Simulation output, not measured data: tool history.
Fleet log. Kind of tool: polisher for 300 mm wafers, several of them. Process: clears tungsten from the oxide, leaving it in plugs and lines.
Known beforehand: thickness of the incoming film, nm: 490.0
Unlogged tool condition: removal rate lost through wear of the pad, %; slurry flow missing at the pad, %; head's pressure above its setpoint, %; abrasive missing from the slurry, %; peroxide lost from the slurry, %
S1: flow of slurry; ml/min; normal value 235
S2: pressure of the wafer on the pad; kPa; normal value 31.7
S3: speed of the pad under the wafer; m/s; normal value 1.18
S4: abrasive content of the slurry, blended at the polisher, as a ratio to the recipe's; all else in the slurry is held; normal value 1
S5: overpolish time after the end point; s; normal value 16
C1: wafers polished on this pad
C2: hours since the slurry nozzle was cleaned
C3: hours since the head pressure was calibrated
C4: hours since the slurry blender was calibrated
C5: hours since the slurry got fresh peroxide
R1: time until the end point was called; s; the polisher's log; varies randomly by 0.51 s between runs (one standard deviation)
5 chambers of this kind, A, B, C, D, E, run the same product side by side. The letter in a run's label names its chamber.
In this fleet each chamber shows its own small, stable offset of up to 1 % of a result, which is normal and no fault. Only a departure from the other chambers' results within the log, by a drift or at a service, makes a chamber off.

Run 1D, hour 12.5: usual settings; C1 195; C2 164.4; C3 196.9; C4 191.9; C5 25.5. Result: R1 63.217 s.
At hour 21.4: chamber C: slurry tank refilled with fresh slurry and peroxide.
At hour 23.5: chamber E: slurry blender recalibrated.
Run 2C, hour 26.9: usual settings; C1 611; C2 285; C3 301.8; C4 138.5; C5 5.5. Result: R1 61.799 s.
At hour 33.6: chamber B: worn pad replaced by a new one.
Run 3A, hour 36.1: usual settings; C1 787; C2 152.5; C3 344.1; C4 53.7; C5 93.8. Result: R1 62.931 s.
At hour 36.8: chamber B: slurry tank refilled with fresh slurry and peroxide.
At hour 42.1: chamber A: worn pad replaced by a new one.
At hour 45.2: chamber C: worn pad replaced by a new one.
At hour 47.4: chamber A: slurry tank refilled with fresh slurry and peroxide.
Run 4B, hour 50.5: usual settings; C1 210; C2 107.2; C3 426.1; C4 269.4; C5 13.8. Result: R1 61.764 s.
At hour 54.7: chamber E: slurry tank refilled with fresh slurry and peroxide.
Run 5E, hour 61.2: usual settings; C1 1086; C2 185.5; C3 795.2; C4 37.8; C5 6.6. Result: R1 62.834 s.
At hour 65.1: chamber D: slurry tank refilled with fresh slurry and peroxide.
At hour 65.7: chamber D: worn pad replaced by a new one.
At hour 67.1: chamber E: worn pad replaced by a new one.
Run 6E, hour 75.3: usual settings; C1 102; C2 199.6; C3 809.3; C4 51.9; C5 20.7. Result: R1 62.564 s.
At hour 87.8: chamber A: slurry blender recalibrated.
Run 7C, hour 89.8: usual settings but S2 23.4 kPa, S4 0.9; C1 555; C2 347.9; C3 364.7; C4 201.4; C5 68.4. Result: R1 86.329 s.
At hour 93.5: chamber C: slurry tank refilled with fresh slurry and peroxide.
Run 8A, hour 97.8: usual settings but S2 23.4 kPa, S4 0.9; C1 693; C2 214.2; C3 405.8; C4 10; C5 50.5. Result: R1 87.551 s.
Run 9D, hour 106.3: usual settings but S2 23.4 kPa, S4 0.9; C1 505; C2 258.2; C3 290.7; C4 285.7; C5 41.2. Result: R1 85.684 s.
At hour 114.1: chamber A: worn pad replaced by a new one.
At hour 120.6: chamber D: slurry nozzle cleaned.
Run 10B, hour 120.9: usual settings but S2 23.4 kPa, S4 0.9; C1 1085; C2 177.6; C3 496.5; C4 339.8; C5 84.2. Result: R1 86.801 s.
At hour 121: chamber B: slurry tank refilled with fresh slurry and peroxide.
At hour 124.3: chamber B: worn pad replaced by a new one.
At hour 124.9: chamber B: head pressure recalibrated.
At hour 128: chamber E: slurry tank refilled with fresh slurry and peroxide.
At hour 131.9: chamber C: worn pad replaced by a new one.
Run 11D, hour 135: usual settings but S2 23.4 kPa, S4 0.9; C1 861; C2 14.4; C3 319.4; C4 314.4; C5 69.9. Result: R1 88.146 s.
At hour 138: chamber D: slurry tank refilled with fresh slurry and peroxide.
At hour 142.2: chamber D: worn pad replaced by a new one.
At hour 145.8: chamber E: worn pad replaced by a new one.
Run 12C, hour 147.4: usual settings; C1 193; C2 405.5; C3 422.3; C4 259; C5 54. Result: R1 62.955 s.
At hour 150.2: chamber E: slurry blender recalibrated.
Run 13A, hour 157.8: usual settings; C1 543; C2 274.2; C3 465.8; C4 70; C5 110.5. Result: R1 63.407 s.
At hour 160.3: chamber C: slurry blender recalibrated.
Run 14E, hour 165.5: usual settings; C1 246; C2 289.8; C3 899.5; C4 15.3; C5 37.6. Result: R1 62.818 s.
At hour 170.1: chamber C: slurry tank refilled with fresh slurry and peroxide.
Run 15B, hour 172.8: usual settings; C1 603; C2 229.5; C3 47.9; C4 391.7; C5 51.8. Result: R1 62.687 s.
At hour 180: chamber A: slurry tank refilled with fresh slurry and peroxide.
At hour 184.2: chamber A: worn pad replaced by a new one.
At hour 185.8: chamber E: head pressure recalibrated.
Run 16A, hour 186.9: usual settings but S1 260 ml/min, S3 1 m/s; C1 34; C2 303.3; C3 494.9; C4 99.1; C5 7. Result: R1 73.837 s.
Run 17D, hour 196.1: usual settings but S1 260 ml/min, S3 1 m/s; C1 671; C2 75.5; C3 380.5; C4 375.5; C5 58.1. Result: R1 73.718 s.
At hour 197.2: chamber A: slurry blender recalibrated.
At hour 199: chamber C: worn pad replaced by a new one.
At hour 201.6: chamber B: slurry tank refilled with fresh slurry and peroxide.
Run 18C, hour 207.3: usual settings but S1 260 ml/min, S3 1 m/s; C1 104; C2 465.4; C3 482.2; C4 47; C5 37.2. Result: R1 72.594 s.
At hour 209.5: chamber B: worn pad replaced by a new one.
At hour 211.4: chamber E: slurry tank refilled with fresh slurry and peroxide.
At hour 214.4: chamber D: worn pad replaced by a new one.
At hour 214.8: chamber D: head pressure recalibrated.
Run 19E, hour 220.6: usual settings but S1 260 ml/min, S3 1 m/s; C1 930; C2 344.9; C3 34.8; C4 70.4; C5 9.3. Result: R1 73.526 s.
At hour 227.2: chamber D: slurry tank refilled with fresh slurry and peroxide.
Run 20B, hour 228.6: usual settings but S1 260 ml/min, S3 1 m/s; C1 237; C2 285.3; C3 103.7; C4 447.5; C5 27.1. Result: R1 72.475 s.
At hour 238: chamber D: slurry blender recalibrated.
At hour 238.2: chamber C: slurry tank refilled with fresh slurry and peroxide.
At hour 239.2: chamber E: worn pad replaced by a new one.
Run 21D, hour 239.5: usual settings; C1 312; C2 118.9; C3 24.8; C4 1.5; C5 12.3. Result: R1 63.353 s.
Run 22C, hour 246.6: usual settings; C1 592; C2 504.7; C3 521.5; C4 86.3; C5 8.4. Result: R1 61.98 s.
At hour 252.3: chamber E: slurry blender recalibrated.
Run 23E, hour 261.1: usual settings; C1 272; C2 385.4; C3 75.3; C4 8.8; C5 49.8. Result: R1 63.127 s.
At hour 267.1: chamber A: worn pad replaced by a new one.
At hour 268.6: chamber C: worn pad replaced by a new one.
Run 24B, hour 274.6: usual settings; C1 809; C2 331.3; C3 149.7; C4 493.5; C5 73.1. Result: R1 63.104 s.
Run 25A, hour 281.6: usual settings but S3 0.98 m/s, S4 1.15; C1 180; C2 398; C3 589.6; C4 84.4; C5 101.7. Result: R1 73.058 s.
At hour 282.6: chamber D: worn pad replaced by a new one.
At hour 284.5: chamber E: slurry tank refilled with fresh slurry and peroxide.
At hour 285.6: chamber B: slurry tank refilled with fresh slurry and peroxide.
Run 26D, hour 293.2: usual settings but S3 0.98 m/s, S4 1.15; C1 132; C2 172.6; C3 78.5; C4 55.2; C5 66. Result: R1 73.231 s.
At hour 298.4: chamber A: slurry blender recalibrated.
Run 27A, hour 305.3: usual settings but S3 0.98 m/s, S4 1.15; C1 475; C2 421.7; C3 613.3; C4 6.9; C5 125.4. Result: R1 73.643 s.
At hour 313.9: chamber C: head pressure recalibrated.
At hour 313.9: chamber B: worn pad replaced by a new one.
Run 28C, hour 314.4: usual settings but S3 0.98 m/s, S4 1.15; C1 569; C2 572.5; C3 0.6; C4 154.1; C5 76.2. Result: R1 72.467 s.
At hour 318: chamber A: slurry tank refilled with fresh slurry and peroxide.
At hour 318.1: chamber B: slurry blender recalibrated.
Run 29E, hour 322.9: usual settings but S3 0.98 m/s, S4 1.15; C1 1040; C2 447.2; C3 137.1; C4 70.6; C5 38.4. Result: R1 72.381 s.
At hour 323.6: chamber C: slurry tank refilled with fresh slurry and peroxide.
At hour 324: chamber E: worn pad replaced by a new one.
Run 30B, hour 337.4: usual settings; C1 292; C2 394.1; C3 212.5; C4 19.3; C5 51.8. Result: R1 62.732 s.
At hour 342: chamber C: worn pad replaced by a new one.
At hour 347.1: chamber E: slurry blender recalibrated.
Run 31A, hour 350.4: usual settings; C1 1035; C2 466.8; C3 658.4; C4 52; C5 32.5. Result: R1 63.246 s.
At hour 356.8: chamber E: slurry tank refilled with fresh slurry and peroxide.
Run 32B, hour 360.7: usual settings; C1 582; C2 417.4; C3 235.8; C4 42.6; C5 75.1. Result: R1 62.397 s.
At hour 363.2: chamber C: slurry nozzle cleaned.
Run 33C, hour 367.1: usual settings; C1 312; C2 4; C3 53.3; C4 206.8; C5 43.5. Result: R1 62.406 s.
Run 34E, hour 381.2: usual settings; C1 711; C2 505.5; C3 195.4; C4 34.2; C5 24.4. Result: R1 62.376 s.

Each of the 5 chambers runs these same settings next. Fill in every chamber's results:
Run 35A, hour 391.7: usual settings. Result: R1 ?.
Run 35B, hour 391.7: usual settings. Result: R1 ?.
Run 35C, hour 391.7: usual settings. Result: R1 ?.
Run 35D, hour 391.7: usual settings. Result: R1 ?.
Run 35E, hour 391.7: usual settings. Result: R1 ?.

run      R1
35A  63.326
35B   62.27
35C  62.273
35D  62.493
35E  63.521
